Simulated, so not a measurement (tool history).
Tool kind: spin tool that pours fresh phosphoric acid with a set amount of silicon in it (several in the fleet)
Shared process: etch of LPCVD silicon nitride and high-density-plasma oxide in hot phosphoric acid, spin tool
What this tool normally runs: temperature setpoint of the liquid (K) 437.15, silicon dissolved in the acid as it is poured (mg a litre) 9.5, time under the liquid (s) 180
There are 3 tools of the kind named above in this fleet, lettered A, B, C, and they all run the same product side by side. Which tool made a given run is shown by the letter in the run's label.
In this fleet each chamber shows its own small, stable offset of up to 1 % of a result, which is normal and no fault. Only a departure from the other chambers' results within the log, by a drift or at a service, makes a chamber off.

run,hour,temperature setpoint of the liquid (K),silicon dissolved in the acid as it is poured (mg a litre),time under the liquid (s),hours since the thermometer was replaced,hours since the dissolved silicon flow meter was replaced,hours since the heated supply line was repaired,"read-back film thickness of the LPCVD silicon nitride reference wafer, read on the same gauge (nm)","read-back film thickness of the high-density-plasma oxide reference wafer, read on the same gauge (nm)",thickness taken off the LPCVD silicon nitride on a monitor wafer (nm),thickness taken off the high-density-plasma oxide on a monitor wafer (nm)
1A,8.5,437.15,9.5,180,544.4,32.4,1185.7,150.00,59.993,20.862,0.72432
2C,16.9,437.15,9.5,180,589.2,1329.0,1386.7,150.00,59.978,20.406,0.72897
3B,21.8,437.15,9.5,180,141.9,192.4,294.9,150.00,60.028,20.842,0.70718
4B,29.5,437.15,9.5,180,149.6,200.1,302.6,150.01,60.059,21.029,0.67853
5A,34.0,437.15,9.5,180,569.9,57.9,1211.2,150.00,59.996,20.602,0.69731
6C,41.1,437.15,9.5,180,613.4,1353.2,1410.9,149.98,60.007,20.402,0.77333
7B,49.6,434.65,9.5,180,169.7,220.2,322.7,150.00,59.958,19.110,0.58056
8C,55.9,434.65,9.5,180,628.2,1368.0,1425.7,150.01,60.001,19.156,0.59665
9A,60.6,434.65,9.5,180,596.5,84.5,1237.8,150.01,59.977,19.216,0.57429
10B,68.2,437.15,9.5,180,188.3,238.8,341.3,150.02,60.018,21.049,0.72147
11C,76.4,437.15,9.5,180,648.7,1388.5,1446.2,150.00,60.030,20.396,0.73806
12A,82.2,437.15,9.5,180,618.1,106.1,1259.4,150.00,59.986,20.591,0.67234
13A,90.1,437.15,9.5,180,626.0,114.0,1267.3,150.00,59.989,20.657,0.77243
14B,98.1,437.15,9.5,180,218.2,268.7,371.2,149.99,59.988,20.789,0.70070
15C,106.6,437.15,9.5,180,678.9,1418.7,1476.4,150.01,60.008,21.036,0.71375
16C,115.4,437.15,9.5,180,687.7,1427.5,1485.2,150.01,60.017,20.815,0.76280
17A,119.6,437.15,9.5,180,655.5,143.5,1296.8,150.01,60.015,20.853,0.66709
18B,128.0,437.15,9.5,180,248.1,298.6,401.1,150.00,59.995,20.599,0.66152
19C,133.6,437.15,9.5,180,705.9,1445.7,1503.4,150.01,59.989,21.026,0.80057
20B,141.3,437.15,9.5,180,261.4,311.9,414.4,150.01,60.042,20.813,0.72079
21A,147.6,437.15,9.5,180,683.5,171.5,1324.8,150.00,60.008,20.932,0.67710
22B,155.5,437.15,9.5,180,275.6,326.1,428.6,150.00,60.023,20.582,0.73003
23C,164.4,437.15,9.5,180,736.7,1476.5,1534.2,149.98,59.972,21.314,0.74749
24A,172.6,437.15,9.5,180,708.5,196.5,1349.8,149.99,59.991,20.698,0.74517
25A,178.6,437.15,9.5,180,714.5,202.5,1355.8,150.00,60.017,20.602,0.70624
26B,184.4,437.15,9.5,180,304.5,355.0,457.5,150.00,59.991,20.778,0.70922
27C,192.8,437.15,9.5,180,765.1,1504.9,1562.6,150.03,59.936,21.607,0.80315
28B,199.3,437.15,9.5,180,319.4,369.9,472.4,150.00,60.043,20.833,0.76832
# hour 202.2: chamber C: heated supply line repaired
29C,207.7,437.15,9.5,180,780.0,1519.8,5.6,150.03,59.999,21.709,0.79902
30A,211.7,435.65,9.5,215,747.6,235.6,1388.9,149.99,59.980,23.494,0.76538
31C,220.5,435.65,9.5,215,792.8,1532.6,18.4,150.00,59.981,24.822,0.83992
32A,225.9,435.65,9.5,215,761.8,249.8,1403.1,150.00,59.949,23.565,0.78014
33B,233.0,437.15,9.5,180,353.1,403.6,506.1,150.00,59.996,20.683,0.73321
34A,238.7,437.15,9.5,180,774.6,262.6,1415.9,150.02,59.997,20.853,0.75132
35C,247.0,437.15,9.5,180,819.3,1559.1,44.9,150.00,60.005,22.134,0.79513
36B,251.3,437.15,9.5,180,371.4,421.9,524.4,150.00,59.996,20.713,0.74279
37C,258.7,437.15,9.5,180,831.0,1570.8,56.6,149.99,60.027,22.093,0.86884
38B,264.7,437.15,9.5,180,384.8,435.3,537.8,149.98,59.987,20.573,0.71726

Which is it: a chamber that has drifted or been left off by a service, a gauge drift common to all chambers, or only each chamber's usual small offset? If a chamber is off, name it and its likeliest cause.

It is chamber C that slowly wanders off from its peers.
What lies behind it: liquid hotter than its thermometer reads (K) = 2.38.

Below are 4 candidate recipes for chamber C's next run, each the usual settings with a change, their results shown as question marks. Which of them brings C's results back in line with what the other chambers give on the usual settings?
To be in line, a result may differ from the other chambers' mean on the usual settings by at most: thickness taken off the LPCVD silicon nitride on a monitor wafer (nm) 0.560; thickness taken off the high-density-plasma oxide on a monitor wafer (nm) 0.11000
39C-1,271.1,436.65,10.5,180,,,,,,?,?
39C-2,271.1,438.15,6.5,185,,,,,,?,?
39C-3,271.1,437.65,8.5,180,,,,,,?,?
39C-4,271.1,436.15,12.5,175,,,,,,?,?

The mean the other chambers reach with the usual settings: thickness taken off the LPCVD silicon nitride on a monitor wafer (nm) 20.736; thickness taken off the high-density-plasma oxide on a monitor wafer (nm) 0.71202
run,thickness taken off the LPCVD silicon nitride on a monitor wafer (nm),thickness taken off the high-density-plasma oxide on a monitor wafer (nm)
39C-1,22.012,0.78467
39C-2,23.733,0.97692
39C-3,22.727,0.87985
39C-4,21.053,0.70276
The right change is 39C-4: it brings the chamber back within the allowed miss of the others.
